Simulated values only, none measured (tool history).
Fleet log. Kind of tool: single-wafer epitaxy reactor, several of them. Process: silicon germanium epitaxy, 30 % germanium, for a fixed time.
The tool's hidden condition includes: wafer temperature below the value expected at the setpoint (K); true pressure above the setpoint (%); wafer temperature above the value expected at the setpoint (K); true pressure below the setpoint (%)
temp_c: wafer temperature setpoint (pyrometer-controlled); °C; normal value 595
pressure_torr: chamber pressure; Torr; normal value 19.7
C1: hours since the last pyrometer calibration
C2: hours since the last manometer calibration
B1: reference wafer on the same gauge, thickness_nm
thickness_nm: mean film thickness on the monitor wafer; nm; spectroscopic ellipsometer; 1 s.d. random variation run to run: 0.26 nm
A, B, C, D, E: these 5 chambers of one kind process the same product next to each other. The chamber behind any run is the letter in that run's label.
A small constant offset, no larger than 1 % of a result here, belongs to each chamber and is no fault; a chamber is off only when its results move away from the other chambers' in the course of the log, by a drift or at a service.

run 1A hour=8.6 | temp_c=595 pressure_torr=19.7 | C1=1492.8 C2=545.3 | B1=45.870 | thickness_nm=52.632
run 2D hour=16.8 | temp_c=595 pressure_torr=19.7 | C1=1158.2 C2=465.1 | B1=45.845 | thickness_nm=52.648
run 3B hour=22.8 | temp_c=595 pressure_torr=19.7 | C1=157.1 C2=1289.2 | B1=45.918 | thickness_nm=53.699
run 4C hour=30.9 | temp_c=595 pressure_torr=19.7 | C1=1939.8 C2=291.1 | B1=45.928 | thickness_nm=53.762
run 5E hour=35.4 | temp_c=595 pressure_torr=19.7 | C1=334.3 C2=966.1 | B1=45.935 | thickness_nm=53.591
run 6C hour=39.6 | temp_c=595 pressure_torr=19.7 | C1=1948.5 C2=299.8 | B1=45.961 | thickness_nm=54.089
run 7A hour=43.6 | temp_c=595 pressure_torr=19.7 | C1=1527.8 C2=580.3 | B1=45.894 | thickness_nm=53.087
run 8E hour=49.7 | temp_c=595 pressure_torr=19.7 | C1=348.6 C2=980.4 | B1=45.907 | thickness_nm=53.696
run 9D hour=54.6 | temp_c=595 pressure_torr=19.7 | C1=1196.0 C2=502.9 | B1=45.895 | thickness_nm=52.557
run 10B hour=58.8 | temp_c=595 pressure_torr=19.7 | C1=193.1 C2=1325.2 | B1=45.924 | thickness_nm=53.603
-- hour=61.4 chamber C: pyrometer calibrated
run 11D hour=66.7 | temp_c=595 pressure_torr=19.7 | C1=1208.1 C2=515.0 | B1=45.912 | thickness_nm=52.585
run 12C hour=71.2 | temp_c=595 pressure_torr=19.7 | C1=9.8 C2=331.4 | B1=45.872 | thickness_nm=53.561
run 13B hour=75.5 | temp_c=595 pressure_torr=19.7 | C1=209.8 C2=1341.9 | B1=45.905 | thickness_nm=53.652
run 14A hour=83.7 | temp_c=595 pressure_torr=19.7 | C1=1567.9 C2=620.4 | B1=45.932 | thickness_nm=52.910
run 15E hour=91.3 | temp_c=609 pressure_torr=24.2 | C1=390.2 C2=1022.0 | B1=45.845 | thickness_nm=75.497
run 16C hour=97.7 | temp_c=609 pressure_torr=24.2 | C1=36.3 C2=357.9 | B1=45.929 | thickness_nm=75.282
run 17B hour=105.5 | temp_c=609 pressure_torr=24.2 | C1=239.8 C2=1371.9 | B1=45.934 | thickness_nm=74.997
run 18E hour=112.7 | temp_c=609 pressure_torr=24.2 | C1=411.6 C2=1043.4 | B1=45.909 | thickness_nm=75.284
run 19A hour=120.4 | temp_c=609 pressure_torr=24.2 | C1=1604.6 C2=657.1 | B1=45.929 | thickness_nm=74.834
run 20D hour=127.8 | temp_c=595 pressure_torr=19.7 | C1=1269.2 C2=576.1 | B1=45.897 | thickness_nm=53.591
run 21D hour=134.2 | temp_c=595 pressure_torr=19.7 | C1=1275.6 C2=582.5 | B1=45.875 | thickness_nm=53.280
run 22A hour=142.6 | temp_c=595 pressure_torr=19.7 | C1=1626.8 C2=679.3 | B1=45.886 | thickness_nm=52.352
run 23B hour=149.5 | temp_c=595 pressure_torr=19.7 | C1=283.8 C2=1415.9 | B1=45.938 | thickness_nm=53.577
run 24C hour=155.7 | temp_c=595 pressure_torr=19.7 | C1=94.3 C2=415.9 | B1=45.904 | thickness_nm=54.067
run 25E hour=161.4 | temp_c=595 pressure_torr=19.7 | C1=460.3 C2=1092.1 | B1=45.884 | thickness_nm=53.872
run 26C hour=165.4 | temp_c=583 pressure_torr=19.7 | C1=104.0 C2=425.6 | B1=45.889 | thickness_nm=43.112
run 27E hour=170.4 | temp_c=583 pressure_torr=19.7 | C1=469.3 C2=1101.1 | B1=45.942 | thickness_nm=43.090
run 28A hour=176.2 | temp_c=583 pressure_torr=19.7 | C1=1660.4 C2=712.9 | B1=45.897 | thickness_nm=42.001
run 29B hour=184.1 | temp_c=583 pressure_torr=19.7 | C1=318.4 C2=1450.5 | B1=45.878 | thickness_nm=42.942
run 30D hour=192.9 | temp_c=583 pressure_torr=19.7 | C1=1334.3 C2=641.2 | B1=45.912 | thickness_nm=42.706
run 31E hour=201.4 | temp_c=595 pressure_torr=19.7 | C1=500.3 C2=1132.1 | B1=45.922 | thickness_nm=54.127
run 32B hour=208.2 | temp_c=602 pressure_torr=17.5 | C1=342.5 C2=1474.6 | B1=45.931 | thickness_nm=58.502
run 33D hour=215.4 | temp_c=602 pressure_torr=17.5 | C1=1356.8 C2=663.7 | B1=45.943 | thickness_nm=57.551
run 34C hour=223.8 | temp_c=602 pressure_torr=17.5 | C1=162.4 C2=484.0 | B1=45.849 | thickness_nm=58.375
run 35A hour=230.1 | temp_c=602 pressure_torr=17.5 | C1=1714.3 C2=766.8 | B1=45.839 | thickness_nm=57.641
run 36E hour=238.9 | temp_c=602 pressure_torr=17.5 | C1=537.8 C2=1169.6 | B1=45.907 | thickness_nm=59.106
run 37B hour=244.1 | temp_c=595 pressure_torr=19.7 | C1=378.4 C2=1510.5 | B1=45.852 | thickness_nm=53.691
run 38A hour=252.5 | temp_c=595 pressure_torr=22.5 | C1=1736.7 C2=789.2 | B1=45.866 | thickness_nm=56.162
run 39D hour=256.7 | temp_c=595 pressure_torr=22.5 | C1=1398.1 C2=705.0 | B1=45.898 | thickness_nm=56.017
run 40C hour=260.7 | temp_c=595 pressure_torr=22.5 | C1=199.3 C2=520.9 | B1=45.904 | thickness_nm=56.694
run 41D hour=266.3 | temp_c=595 pressure_torr=22.5 | C1=1407.7 C2=714.6 | B1=45.929 | thickness_nm=56.499
run 42A hour=274.1 | temp_c=595 pressure_torr=22.5 | C1=1758.3 C2=810.8 | B1=45.940 | thickness_nm=55.562

Next, every chamber runs the same settings. What will each give?
run 43A hour=280.5 | temp_c=609 pressure_torr=19.7 | thickness_nm=?
run 43B hour=280.5 | temp_c=609 pressure_torr=19.7 | thickness_nm=?
run 43C hour=280.5 | temp_c=609 pressure_torr=19.7 | thickness_nm=?
run 43D hour=280.5 | temp_c=609 pressure_torr=19.7 | thickness_nm=?
run 43E hour=280.5 | temp_c=609 pressure_torr=19.7 | thickness_nm=?

run=43A thickness_nm=68.030
run=43B thickness_nm=69.722
run=43C thickness_nm=69.727
run=43D thickness_nm=68.751
run=43E thickness_nm=70.593
